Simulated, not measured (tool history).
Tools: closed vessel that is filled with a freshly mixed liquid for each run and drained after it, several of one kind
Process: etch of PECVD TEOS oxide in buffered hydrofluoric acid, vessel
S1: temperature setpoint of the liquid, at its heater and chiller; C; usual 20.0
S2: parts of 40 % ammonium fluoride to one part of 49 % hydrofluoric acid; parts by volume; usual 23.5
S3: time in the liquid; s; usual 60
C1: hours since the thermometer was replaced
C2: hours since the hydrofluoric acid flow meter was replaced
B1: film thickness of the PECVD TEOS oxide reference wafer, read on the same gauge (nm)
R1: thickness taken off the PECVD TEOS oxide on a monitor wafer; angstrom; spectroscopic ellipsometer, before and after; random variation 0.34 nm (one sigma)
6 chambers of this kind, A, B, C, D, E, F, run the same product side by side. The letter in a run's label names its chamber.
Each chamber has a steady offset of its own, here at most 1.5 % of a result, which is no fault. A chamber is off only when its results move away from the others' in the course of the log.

| run | hour | S1 | S2 | S3 | C1 | C2 | B1 | R1 |
|---|---|---|---|---|---|---|---|---|
| 1A | 7.1 | 20.0 | 23.5 | 60 | 1229.9 | 120.7 | 109.97 | 664.13 |
| 2D | 12.8 | 20.0 | 23.5 | 60 | 970.6 | 720.3 | 109.99 | 666.99 |
| 3B | 19.5 | 20.0 | 23.5 | 60 | 886.5 | 1803.6 | 110.03 | 670.61 |
| 4F | 26.5 | 20.0 | 23.5 | 60 | 115.6 | 722.3 | 109.97 | 674.64 |
| 5C | 30.6 | 20.0 | 23.5 | 60 | 647.0 | 851.9 | 109.99 | 666.46 |
| 6E | 37.8 | 20.0 | 23.5 | 60 | 150.7 | 2240.4 | 109.97 | 677.40 |
| 7C | 41.8 | 20.0 | 23.5 | 60 | 658.2 | 863.1 | 110.02 | 670.63 |
| 8D | 45.9 | 20.0 | 23.5 | 60 | 1003.7 | 753.4 | 110.03 | 667.04 |
| 9A | 49.9 | 20.0 | 23.5 | 60 | 1272.7 | 163.5 | 110.02 | 664.14 |
| 10F | 53.7 | 20.0 | 23.5 | 60 | 142.8 | 749.5 | 109.97 | 679.30 |
| 11E | 60.1 | 20.0 | 23.5 | 60 | 173.0 | 2262.7 | 109.99 | 672.46 |
|  | 60.5 | chamber E: hydrofluoric acid flow meter replaced |
| 12B | 64.3 | 20.0 | 23.5 | 60 | 931.3 | 1848.4 | 110.00 | 678.58 |
| 13E | 68.8 | 20.0 | 23.5 | 60 | 181.7 | 8.3 | 109.99 | 671.16 |
| 14D | 74.6 | 20.0 | 27.5 | 60 | 1032.4 | 782.1 | 110.00 | 597.06 |
| 15C | 81.5 | 20.0 | 27.5 | 60 | 697.9 | 902.8 | 109.95 | 596.83 |
| 16B | 84.9 | 20.0 | 27.5 | 60 | 951.9 | 1869.0 | 110.00 | 608.17 |
| 17F | 91.6 | 20.0 | 27.5 | 60 | 180.7 | 787.4 | 110.01 | 603.23 |
| 18A | 96.0 | 20.0 | 27.5 | 60 | 1318.8 | 209.6 | 109.99 | 597.84 |
| 19D | 99.5 | 20.0 | 27.5 | 60 | 1057.3 | 807.0 | 109.98 | 600.90 |
| 20A | 103.4 | 20.0 | 23.5 | 60 | 1326.2 | 217.0 | 110.01 | 660.02 |
|  | 107.3 | chamber A: thermometer replaced |
| 21B | 107.7 | 20.0 | 23.5 | 60 | 974.7 | 1891.8 | 109.96 | 673.14 |
| 22F | 114.8 | 20.0 | 23.5 | 60 | 203.9 | 810.6 | 110.00 | 677.92 |
| 23E | 120.5 | 20.0 | 23.5 | 60 | 233.4 | 60.0 | 110.02 | 669.57 |
| 24C | 126.6 | 20.0 | 23.5 | 60 | 743.0 | 947.9 | 110.01 | 676.30 |
| 25A | 132.0 | 20.0 | 23.5 | 60 | 24.7 | 245.6 | 110.02 | 665.56 |
| 26C | 138.4 | 20.0 | 23.5 | 60 | 754.8 | 959.7 | 109.99 | 668.71 |
| 27F | 145.1 | 20.0 | 23.5 | 60 | 234.2 | 840.9 | 110.04 | 676.37 |
| 28E | 148.5 | 20.0 | 23.5 | 60 | 261.4 | 88.0 | 110.02 | 674.41 |
| 29B | 154.9 | 20.0 | 23.5 | 60 | 1021.9 | 1939.0 | 110.03 | 672.99 |
| 30D | 159.3 | 20.0 | 23.5 | 60 | 1117.1 | 866.8 | 110.01 | 670.43 |
| 31F | 165.9 | 20.0 | 23.5 | 60 | 255.0 | 861.7 | 109.99 | 682.16 |
| 32C | 171.8 | 23.5 | 23.5 | 40 | 788.2 | 993.1 | 110.02 | 548.00 |
| 33B | 177.4 | 23.5 | 23.5 | 40 | 1044.4 | 1961.5 | 110.03 | 549.88 |
| 34E | 182.9 | 23.5 | 23.5 | 40 | 295.8 | 122.4 | 110.03 | 546.34 |
| 35A | 188.5 | 23.5 | 23.5 | 40 | 81.2 | 302.1 | 109.98 | 537.92 |
| 36D | 193.3 | 23.5 | 23.5 | 40 | 1151.1 | 900.8 | 110.01 | 549.68 |
| 37D | 197.8 | 23.5 | 23.5 | 40 | 1155.6 | 905.3 | 110.04 | 539.58 |
| 38F | 200.9 | 20.0 | 23.5 | 60 | 290.0 | 896.7 | 110.02 | 671.47 |
| 39E | 206.9 | 20.0 | 23.5 | 60 | 319.8 | 146.4 | 109.95 | 675.72 |
| 40B | 213.0 | 20.0 | 23.5 | 60 | 1080.0 | 1997.1 | 110.00 | 669.54 |
| 41C | 217.1 | 20.0 | 23.5 | 60 | 833.5 | 1038.4 | 109.97 | 677.84 |
| 42A | 222.0 | 20.0 | 23.5 | 60 | 114.7 | 335.6 | 110.01 | 669.51 |
| 43C | 229.1 | 24.0 | 17.5 | 60 | 845.5 | 1050.4 | 110.00 | 1082.60 |

Is one chamber off against the others, does the gauge drift, or is nothing wrong? If a chamber is off, say which, and what the likeliest cause is.

Chamber C drifts away from the others.
Cause: liquid hotter than its thermometer reads (K) = 0.568.
The log may not tell that from: hydrofluoric acid flow above the setpoint (%).

Here are 4 candidates for chamber C's next run, each the usual settings with a change, their results left as question marks. Which one brings its results back in line with what the others give on the usual settings?
In line means no further than this from the other chambers' mean on the usual settings: R1 12.00 angstrom
| 44C-1 | 234.3 | 20.5 | 23.5 | 60 |  |  |  | ? |
| 44C-2 | 234.3 | 21.0 | 23.5 | 60 |  |  |  | ? |
| 44C-3 | 234.3 | 20.0 | 24.5 | 60 |  |  |  | ? |
| 44C-4 | 234.3 | 19.5 | 24.5 | 60 |  |  |  | ? |

The other chambers' mean on the usual settings: R1 672.00 angstrom
| run | R1 |
|---|---|
| 44C-1 | 709.52 |
| 44C-2 | 729.58 |
| 44C-3 | 670.90 |
| 44C-4 | 652.33 |
44C-3 brings the chamber back in line.

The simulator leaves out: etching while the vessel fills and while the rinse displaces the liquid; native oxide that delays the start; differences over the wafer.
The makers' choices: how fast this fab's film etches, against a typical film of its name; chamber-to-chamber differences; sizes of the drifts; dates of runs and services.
